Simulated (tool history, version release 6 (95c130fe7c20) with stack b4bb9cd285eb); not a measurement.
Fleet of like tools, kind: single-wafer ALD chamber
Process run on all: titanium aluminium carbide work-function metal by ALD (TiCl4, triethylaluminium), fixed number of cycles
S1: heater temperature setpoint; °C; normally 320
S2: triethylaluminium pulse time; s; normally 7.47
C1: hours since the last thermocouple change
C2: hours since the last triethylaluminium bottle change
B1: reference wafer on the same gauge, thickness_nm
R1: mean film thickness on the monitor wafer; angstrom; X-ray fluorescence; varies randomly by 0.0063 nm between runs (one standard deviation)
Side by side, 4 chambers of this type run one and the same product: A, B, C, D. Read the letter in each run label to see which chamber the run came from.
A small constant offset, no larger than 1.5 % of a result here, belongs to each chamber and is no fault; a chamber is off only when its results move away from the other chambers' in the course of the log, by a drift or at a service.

{"run": "1C", "hour": 10.5, "S1": 320, "S2": 7.47, "C1": 100.8, "C2": 1439, "B1": 1.8389, "R1": 20.968}
{"run": "2D", "hour": 19.1, "S1": 320, "S2": 7.47, "C1": 1355.4, "C2": 134.2, "B1": 1.8392, "R1": 20.915}
{"run": "3B", "hour": 33.6, "S1": 320, "S2": 7.47, "C1": 2683.7, "C2": 172.4, "B1": 1.8402, "R1": 20.864}
{"run": "4A", "hour": 41.1, "S1": 320, "S2": 7.47, "C1": 544.5, "C2": 248.4, "B1": 1.839, "R1": 20.699}
{"run": "5A", "hour": 50.3, "S1": 320, "S2": 7.47, "C1": 553.7, "C2": 257.6, "B1": 1.8396, "R1": 20.742}
{"run": "6C", "hour": 60.9, "S1": 320, "S2": 7.47, "C1": 151.2, "C2": 1489.4, "B1": 1.8399, "R1": 20.928}
{"run": "7B", "hour": 74.5, "S1": 320, "S2": 7.47, "C1": 2724.6, "C2": 213.3, "B1": 1.8405, "R1": 20.837}
{"run": "8D", "hour": 85.0, "S1": 320, "S2": 7.47, "C1": 1421.3, "C2": 200.1, "B1": 1.8398, "R1": 20.996}
{"run": "9D", "hour": 97.5, "S1": 320, "S2": 7.47, "C1": 1433.8, "C2": 212.6, "B1": 1.8402, "R1": 20.925}
{"run": "10B", "hour": 105.9, "S1": 320, "S2": 7.47, "C1": 2756, "C2": 244.7, "B1": 1.8406, "R1": 20.936}
{"run": "11A", "hour": 116.6, "S1": 320, "S2": 7.47, "C1": 620, "C2": 323.9, "B1": 1.8397, "R1": 20.761}
{"hour": 117.3, "done": "chamber B: thermocouple changed; heater temperature recalibrated"}
{"run": "12C", "hour": 125.5, "S1": 314, "S2": 5.64, "C1": 215.8, "C2": 1554, "B1": 1.841, "R1": 18.803}
{"run": "13D", "hour": 133.1, "S1": 314, "S2": 5.64, "C1": 1469.4, "C2": 248.2, "B1": 1.8396, "R1": 18.917}
{"run": "14A", "hour": 140.7, "S1": 314, "S2": 5.64, "C1": 644.1, "C2": 348, "B1": 1.8397, "R1": 18.786}
{"run": "15C", "hour": 149.1, "S1": 314, "S2": 5.64, "C1": 239.4, "C2": 1577.6, "B1": 1.8407, "R1": 18.759}
{"run": "16B", "hour": 162.1, "S1": 320, "S2": 7.47, "C1": 44.8, "C2": 300.9, "B1": 1.8395, "R1": 20.472}
{"run": "17C", "hour": 171.5, "S1": 333, "S2": 6.28, "C1": 261.8, "C2": 1600, "B1": 1.8415, "R1": 21.085}
{"run": "18D", "hour": 179.9, "S1": 333, "S2": 6.28, "C1": 1516.2, "C2": 295, "B1": 1.8388, "R1": 21.063}
{"run": "19B", "hour": 188.1, "S1": 333, "S2": 6.28, "C1": 70.8, "C2": 326.9, "B1": 1.8392, "R1": 20.568}
{"run": "20A", "hour": 196.1, "S1": 333, "S2": 6.28, "C1": 699.5, "C2": 403.4, "B1": 1.8392, "R1": 20.948}
{"run": "21B", "hour": 209.6, "S1": 320, "S2": 7.47, "C1": 92.3, "C2": 348.4, "B1": 1.8411, "R1": 20.531}
{"run": "22D", "hour": 224.1, "S1": 320, "S2": 6.57, "C1": 1560.4, "C2": 339.2, "B1": 1.8401, "R1": 20.294}
{"run": "23A", "hour": 232.6, "S1": 320, "S2": 6.57, "C1": 736, "C2": 439.9, "B1": 1.8396, "R1": 20.005}
{"run": "24C", "hour": 244.0, "S1": 320, "S2": 6.57, "C1": 334.3, "C2": 1672.5, "B1": 1.8393, "R1": 20.192}
{"run": "25C", "hour": 256.9, "S1": 320, "S2": 6.57, "C1": 347.2, "C2": 1685.4, "B1": 1.8408, "R1": 20.244}
{"run": "26A", "hour": 268.0, "S1": 320, "S2": 7.47, "C1": 771.4, "C2": 475.3, "B1": 1.8398, "R1": 20.733}
{"run": "27D", "hour": 276.6, "S1": 320, "S2": 7.47, "C1": 1612.9, "C2": 391.7, "B1": 1.8411, "R1": 20.908}
{"run": "28B", "hour": 288.9, "S1": 320, "S2": 7.47, "C1": 171.6, "C2": 427.7, "B1": 1.8399, "R1": 20.441}
{"hour": 299.6, "done": "chamber C: triethylaluminium bottle replaced"}
{"run": "29C", "hour": 302.6, "S1": 312, "S2": 7.47, "C1": 392.9, "C2": 3, "B1": 1.8408, "R1": 20.362}
{"run": "30D", "hour": 313.5, "S1": 312, "S2": 7.47, "C1": 1649.8, "C2": 428.6, "B1": 1.8407, "R1": 20.233}
{"run": "31A", "hour": 324.4, "S1": 312, "S2": 7.47, "C1": 827.8, "C2": 531.7, "B1": 1.8399, "R1": 20.003}
{"run": "32B", "hour": 331.3, "S1": 312, "S2": 7.47, "C1": 214, "C2": 470.1, "B1": 1.8403, "R1": 19.762}
{"run": "33B", "hour": 345.3, "S1": 329, "S2": 10.07, "C1": 228, "C2": 484.1, "B1": 1.8398, "R1": 22.247}

Which is it: a chamber that has drifted or been left off by a service, a gauge drift common to all chambers, or only each chamber's usual small offset? If a chamber is off, name it and its likeliest cause.

A service on chamber B put it out of line with the rest.
Likeliest cause: wafer temperature below the value expected at the setpoint (K) = 5.25.

Below are 4 candidate recipes for chamber B's next run, each the usual settings with a change, their results shown as question marks. Which of them brings B's results back in line with what the other chambers give on the usual settings?
Counts as in line when no further than this from what the other chambers average on the usual settings: R1 0.22 angstrom
{"run": "34B-1", "hour": 356.1, "S1": 324, "S2": 8.48, "R1": "?"}
{"run": "34B-2", "hour": 356.1, "S1": 318, "S2": 6.98, "R1": "?"}
{"run": "34B-3", "hour": 356.1, "S1": 322, "S2": 7.96, "R1": "?"}
{"run": "34B-4", "hour": 356.1, "S1": 317, "S2": 6.62, "R1": "?"}

What the other chambers average on the usual settings: R1 20.878 angstrom
run=34B-1 R1=21.237
run=34B-2 R1=19.933
run=34B-3 R1=20.831
run=34B-4 R1=19.596
34B-3 puts the chamber back in line with the other chambers.

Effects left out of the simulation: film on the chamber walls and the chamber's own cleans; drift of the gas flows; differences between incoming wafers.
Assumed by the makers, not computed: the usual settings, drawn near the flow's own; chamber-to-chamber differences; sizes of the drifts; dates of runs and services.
